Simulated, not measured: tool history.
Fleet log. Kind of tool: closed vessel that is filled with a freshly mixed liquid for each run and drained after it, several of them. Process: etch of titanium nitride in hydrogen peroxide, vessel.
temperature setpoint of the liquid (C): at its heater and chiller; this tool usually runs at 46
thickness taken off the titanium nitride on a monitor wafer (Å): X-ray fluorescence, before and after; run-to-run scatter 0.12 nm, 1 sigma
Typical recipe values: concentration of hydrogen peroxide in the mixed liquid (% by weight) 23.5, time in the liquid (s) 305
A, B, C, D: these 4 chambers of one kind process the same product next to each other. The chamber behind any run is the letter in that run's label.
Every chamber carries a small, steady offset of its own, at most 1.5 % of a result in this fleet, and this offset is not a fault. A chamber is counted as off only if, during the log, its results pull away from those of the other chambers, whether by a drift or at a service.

| run | day | temperature setpoint of the liquid (C) | concentration of hydrogen peroxide in the mixed liquid (% by weight) | time in the liquid (s) | hours since the thermometer was replaced | hours since the peroxide flow meter was replaced | hours since the drum of peroxide was connected | read-back film thickness of the titanium nitride reference wafer, read on the same gauge (nm) | thickness taken off the titanium nitride on a monitor wafer (Å) |
|---|---|---|---|---|---|---|---|---|---|
| 1C | 0.421 | 46 | 23.5 | 305 | 1184.9 | 312.1 | 444.9 | 79.981 | 191.75 |
|  | 0.642 | chamber D: new drum of peroxide connected |
| 2D | 0.9 | 46 | 23.5 | 305 | 147 | 1834.3 | 6.2 | 80.009 | 197.41 |
| 3A | 1.279 | 46 | 23.5 | 305 | 1049.3 | 1132.6 | 175.7 | 80.041 | 192.6 |
| 4B | 1.779 | 46 | 23.5 | 305 | 325.6 | 101.1 | 257.5 | 80.002 | 196.15 |
|  | 1.983 | chamber C: new drum of peroxide connected |
| 5A | 2.146 | 46 | 23.5 | 305 | 1070.1 | 1153.4 | 196.5 | 80.029 | 194.42 |
| 6D | 2.475 | 46 | 23.5 | 305 | 184.8 | 1872.1 | 44 | 80.011 | 194.51 |
| 7B | 2.738 | 46 | 23.5 | 305 | 348.6 | 124.1 | 280.5 | 80.027 | 192.42 |
| 8C | 3.262 | 46 | 23.5 | 135 | 1253.1 | 380.3 | 30.8 | 79.979 | 85.532 |
| 9B | 3.829 | 46 | 23.5 | 135 | 374.8 | 150.3 | 306.7 | 80.017 | 85.635 |
| 10C | 4.125 | 46 | 23.5 | 135 | 1273.8 | 401 | 51.5 | 79.999 | 86.616 |
| 11D | 4.65 | 46 | 23.5 | 135 | 237 | 1924.3 | 96.2 | 79.94 | 85.801 |
| 12A | 5.104 | 46 | 23.5 | 305 | 1141.1 | 1224.4 | 267.5 | 79.995 | 194.86 |
| 13B | 5.5 | 46 | 23.5 | 305 | 414.9 | 190.4 | 346.8 | 79.974 | 194.35 |
| 14A | 5.879 | 46 | 23.5 | 305 | 1159.7 | 1243 | 286.1 | 80.031 | 192.04 |
| 15D | 6.279 | 46 | 23.5 | 305 | 276.1 | 1963.4 | 135.3 | 80.008 | 196.29 |
| 16C | 6.667 | 46 | 23.5 | 305 | 1334.8 | 462 | 112.5 | 80.019 | 191.49 |
|  | 6.967 | chamber A: peroxide flow meter replaced |
| 17C | 6.971 | 46 | 23.5 | 305 | 1342.1 | 469.3 | 119.8 | 79.993 | 194.8 |
| 18A | 7.438 | 46 | 23.5 | 305 | 1197.1 | 11.3 | 323.5 | 79.979 | 193.65 |
| 19B | 7.708 | 46 | 23.5 | 305 | 467.9 | 243.4 | 399.8 | 79.96 | 195.5 |
| 20D | 8.142 | 46 | 23.5 | 305 | 320.8 | 2008.1 | 180 | 80.004 | 196.64 |
|  | 8.392 | chamber A: thermometer replaced |
| 21A | 8.683 | 46 | 23.5 | 305 | 7 | 41.2 | 353.4 | 79.979 | 193.8 |
| 22D | 9.196 | 46 | 23.5 | 305 | 346.1 | 2033.4 | 205.3 | 80.002 | 196.23 |
| 23B | 9.6 | 46 | 23.5 | 305 | 513.3 | 288.8 | 445.2 | 80.061 | 193.02 |
| 24C | 10.021 | 46 | 23.5 | 305 | 1415.3 | 542.5 | 193 | 80.036 | 192.49 |
| 25D | 10.567 | 46 | 23.5 | 305 | 379 | 2066.3 | 238.2 | 79.962 | 199.18 |
| 26C | 11.129 | 46 | 23.5 | 305 | 1441.9 | 569.1 | 219.6 | 79.963 | 192.14 |
| 27B | 11.55 | 46 | 23.5 | 305 | 560.1 | 335.6 | 492 | 79.976 | 194.63 |
| 28A | 12.083 | 46 | 23.5 | 305 | 88.6 | 122.8 | 435 | 79.994 | 193.27 |
| 29C | 12.388 | 46 | 23.5 | 305 | 1472.1 | 599.3 | 249.8 | 79.996 | 190.44 |
| 30D | 12.908 | 46 | 23.5 | 305 | 435.2 | 2122.5 | 294.4 | 80.002 | 200.67 |
| 31B | 13.45 | 46 | 23.5 | 305 | 605.7 | 381.2 | 537.6 | 80.003 | 194.16 |
| 32A | 13.875 | 46 | 23.5 | 305 | 131.6 | 165.8 | 478 | 79.973 | 192.61 |
| 33B | 14.192 | 46 | 23.5 | 305 | 623.5 | 399 | 555.4 | 79.994 | 193.68 |
| 34C | 14.725 | 38.5 | 29 | 305 | 1528.2 | 655.4 | 305.9 | 80.028 | 114.33 |
| 35A | 15.242 | 38.5 | 29 | 305 | 164.4 | 198.6 | 510.8 | 80.012 | 113.53 |
| 36D | 15.517 | 38.5 | 29 | 305 | 497.8 | 2185.1 | 357 | 80.049 | 119.15 |
| 37D | 15.817 | 38.5 | 29 | 305 | 505 | 2192.3 | 364.2 | 80.015 | 119.98 |
| 38A | 16.258 | 46 | 23.5 | 305 | 188.8 | 223 | 535.2 | 80.009 | 194.7 |
| 39C | 16.567 | 46 | 23.5 | 305 | 1572.4 | 699.6 | 350.1 | 80.001 | 193.5 |
| 40B | 17.021 | 46 | 23.5 | 305 | 691.4 | 466.9 | 623.3 | 79.966 | 194.25 |
| 41C | 17.4 | 46 | 23.5 | 305 | 1592.4 | 719.6 | 370.1 | 80.02 | 192.28 |
| 42B | 17.871 | 46 | 23.5 | 305 | 711.8 | 487.3 | 643.7 | 79.996 | 193.86 |
| 43D | 18.442 | 46 | 23.5 | 305 | 568 | 2255.3 | 427.2 | 80.011 | 202.18 |
| 44A | 18.8 | 46 | 23.5 | 305 | 249.8 | 284 | 596.2 | 79.976 | 195.01 |

The same settings go to every chamber for the next run, one line per chamber below. Forecast the results for each:
| 45A | 19.212 | 46 | 28 | 305 |  |  |  |  | ? |
| 45B | 19.212 | 46 | 28 | 305 |  |  |  |  | ? |
| 45C | 19.212 | 46 | 28 | 305 |  |  |  |  | ? |
| 45D | 19.212 | 46 | 28 | 305 |  |  |  |  | ? |

| run | thickness taken off the titanium nitride on a monitor wafer (Å) |
|---|---|
| 45A | 202.26 |
| 45B | 200.73 |
| 45C | 198.94 |
| 45D | 214.37 |
